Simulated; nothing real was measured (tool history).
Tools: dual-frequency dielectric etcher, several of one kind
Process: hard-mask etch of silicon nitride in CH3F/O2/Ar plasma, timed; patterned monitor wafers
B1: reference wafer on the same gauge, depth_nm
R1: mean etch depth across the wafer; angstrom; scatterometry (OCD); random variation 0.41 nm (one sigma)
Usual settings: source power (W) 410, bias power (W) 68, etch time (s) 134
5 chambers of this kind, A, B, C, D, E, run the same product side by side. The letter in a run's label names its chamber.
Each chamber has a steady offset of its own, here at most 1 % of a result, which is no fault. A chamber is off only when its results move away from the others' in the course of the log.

run 1D hour=7.4 | source_power_(W)=410 bias_power_(W)=68 etch_time_(s)=134 | B1=108.90 | R1=925.83
run 2C hour=14.8 | source_power_(W)=410 bias_power_(W)=68 etch_time_(s)=134 | B1=109.01 | R1=931.54
run 3E hour=21.7 | source_power_(W)=410 bias_power_(W)=68 etch_time_(s)=134 | B1=108.85 | R1=935.34
run 4B hour=30.6 | source_power_(W)=410 bias_power_(W)=68 etch_time_(s)=134 | B1=108.89 | R1=929.37
run 5A hour=40.1 | source_power_(W)=410 bias_power_(W)=68 etch_time_(s)=134 | B1=108.86 | R1=919.78
run 6B hour=53.2 | source_power_(W)=410 bias_power_(W)=68 etch_time_(s)=134 | B1=108.93 | R1=930.33
run 7A hour=65.6 | source_power_(W)=410 bias_power_(W)=68 etch_time_(s)=134 | B1=108.92 | R1=923.91
-- hour=67.5 chamber E: wet clean of the chamber
run 8D hour=78.7 | source_power_(W)=410 bias_power_(W)=58 etch_time_(s)=134 | B1=108.98 | R1=877.85
run 9E hour=86.4 | source_power_(W)=410 bias_power_(W)=58 etch_time_(s)=134 | B1=108.92 | R1=883.54
run 10C hour=101.8 | source_power_(W)=410 bias_power_(W)=58 etch_time_(s)=134 | B1=108.86 | R1=888.97
run 11A hour=114.1 | source_power_(W)=410 bias_power_(W)=58 etch_time_(s)=134 | B1=108.83 | R1=875.24
run 12C hour=129.0 | source_power_(W)=410 bias_power_(W)=58 etch_time_(s)=134 | B1=109.02 | R1=885.29
run 13B hour=139.0 | source_power_(W)=410 bias_power_(W)=68 etch_time_(s)=134 | B1=109.00 | R1=931.67
run 14D hour=150.4 | source_power_(W)=410 bias_power_(W)=68 etch_time_(s)=134 | B1=108.86 | R1=928.59
run 15E hour=164.0 | source_power_(W)=410 bias_power_(W)=68 etch_time_(s)=134 | B1=108.82 | R1=933.00
run 16D hour=173.3 | source_power_(W)=410 bias_power_(W)=68 etch_time_(s)=134 | B1=108.94 | R1=933.03
run 17C hour=183.4 | source_power_(W)=410 bias_power_(W)=82 etch_time_(s)=169 | B1=108.94 | R1=1258.40
run 18A hour=191.8 | source_power_(W)=410 bias_power_(W)=82 etch_time_(s)=169 | B1=108.93 | R1=1237.50
-- hour=199.1 chamber B: wet clean of the chamber
run 19B hour=205.3 | source_power_(W)=410 bias_power_(W)=82 etch_time_(s)=169 | B1=108.85 | R1=1265.30
run 20E hour=219.2 | source_power_(W)=410 bias_power_(W)=82 etch_time_(s)=169 | B1=108.91 | R1=1265.30
run 21A hour=226.9 | source_power_(W)=410 bias_power_(W)=82 etch_time_(s)=169 | B1=109.10 | R1=1224.40
run 22C hour=238.3 | source_power_(W)=410 bias_power_(W)=68 etch_time_(s)=134 | B1=108.82 | R1=937.99
run 23E hour=248.0 | source_power_(W)=410 bias_power_(W)=68 etch_time_(s)=134 | B1=109.01 | R1=934.07
run 24B hour=259.2 | source_power_(W)=410 bias_power_(W)=68 etch_time_(s)=134 | B1=108.94 | R1=933.57
run 25D hour=267.8 | source_power_(W)=410 bias_power_(W)=68 etch_time_(s)=134 | B1=108.80 | R1=923.46
run 26A hour=281.1 | source_power_(W)=410 bias_power_(W)=68 etch_time_(s)=134 | B1=109.00 | R1=904.88
run 27C hour=295.1 | source_power_(W)=410 bias_power_(W)=68 etch_time_(s)=134 | B1=108.98 | R1=937.59
run 28B hour=304.1 | source_power_(W)=410 bias_power_(W)=68 etch_time_(s)=134 | B1=108.96 | R1=933.78
run 29E hour=310.9 | source_power_(W)=410 bias_power_(W)=83 etch_time_(s)=134 | B1=109.00 | R1=1001.10
run 30D hour=320.9 | source_power_(W)=410 bias_power_(W)=83 etch_time_(s)=134 | B1=108.82 | R1=986.70
-- hour=328.0 chamber D: bias power generator calibrated
run 31D hour=335.8 | source_power_(W)=410 bias_power_(W)=83 etch_time_(s)=134 | B1=108.85 | R1=989.73
run 32A hour=342.4 | source_power_(W)=410 bias_power_(W)=83 etch_time_(s)=134 | B1=108.81 | R1=962.21
run 33C hour=355.7 | source_power_(W)=410 bias_power_(W)=83 etch_time_(s)=134 | B1=108.79 | R1=1002.60
run 34E hour=367.3 | source_power_(W)=410 bias_power_(W)=68 etch_time_(s)=134 | B1=108.88 | R1=937.49
run 35B hour=375.0 | source_power_(W)=410 bias_power_(W)=68 etch_time_(s)=134 | B1=109.03 | R1=932.89
-- hour=378.3 chamber C: wet clean of the chamber
run 36B hour=384.8 | source_power_(W)=410 bias_power_(W)=68 etch_time_(s)=134 | B1=108.86 | R1=931.60
run 37C hour=400.2 | source_power_(W)=410 bias_power_(W)=68 etch_time_(s)=134 | B1=108.82 | R1=936.46
run 38D hour=408.1 | source_power_(W)=410 bias_power_(W)=68 etch_time_(s)=134 | B1=109.08 | R1=928.03
run 39E hour=415.4 | source_power_(W)=410 bias_power_(W)=68 etch_time_(s)=134 | B1=108.79 | R1=935.51
run 40A hour=422.2 | source_power_(W)=410 bias_power_(W)=68 etch_time_(s)=134 | B1=108.98 | R1=885.86
run 41A hour=436.5 | source_power_(W)=410 bias_power_(W)=68 etch_time_(s)=134 | B1=108.94 | R1=883.77

Next, every chamber runs the same settings. What will each give?
run 42A hour=447.6 | source_power_(W)=320 bias_power_(W)=68 etch_time_(s)=134 | R1=?
run 42B hour=447.6 | source_power_(W)=320 bias_power_(W)=68 etch_time_(s)=134 | R1=?
run 42C hour=447.6 | source_power_(W)=320 bias_power_(W)=68 etch_time_(s)=134 | R1=?
run 42D hour=447.6 | source_power_(W)=320 bias_power_(W)=68 etch_time_(s)=134 | R1=?
run 42E hour=447.6 | source_power_(W)=320 bias_power_(W)=68 etch_time_(s)=134 | R1=?

run=42A R1=799.88
run=42B R1=853.11
run=42C R1=839.90
run=42D R1=849.90
run=42E R1=852.28
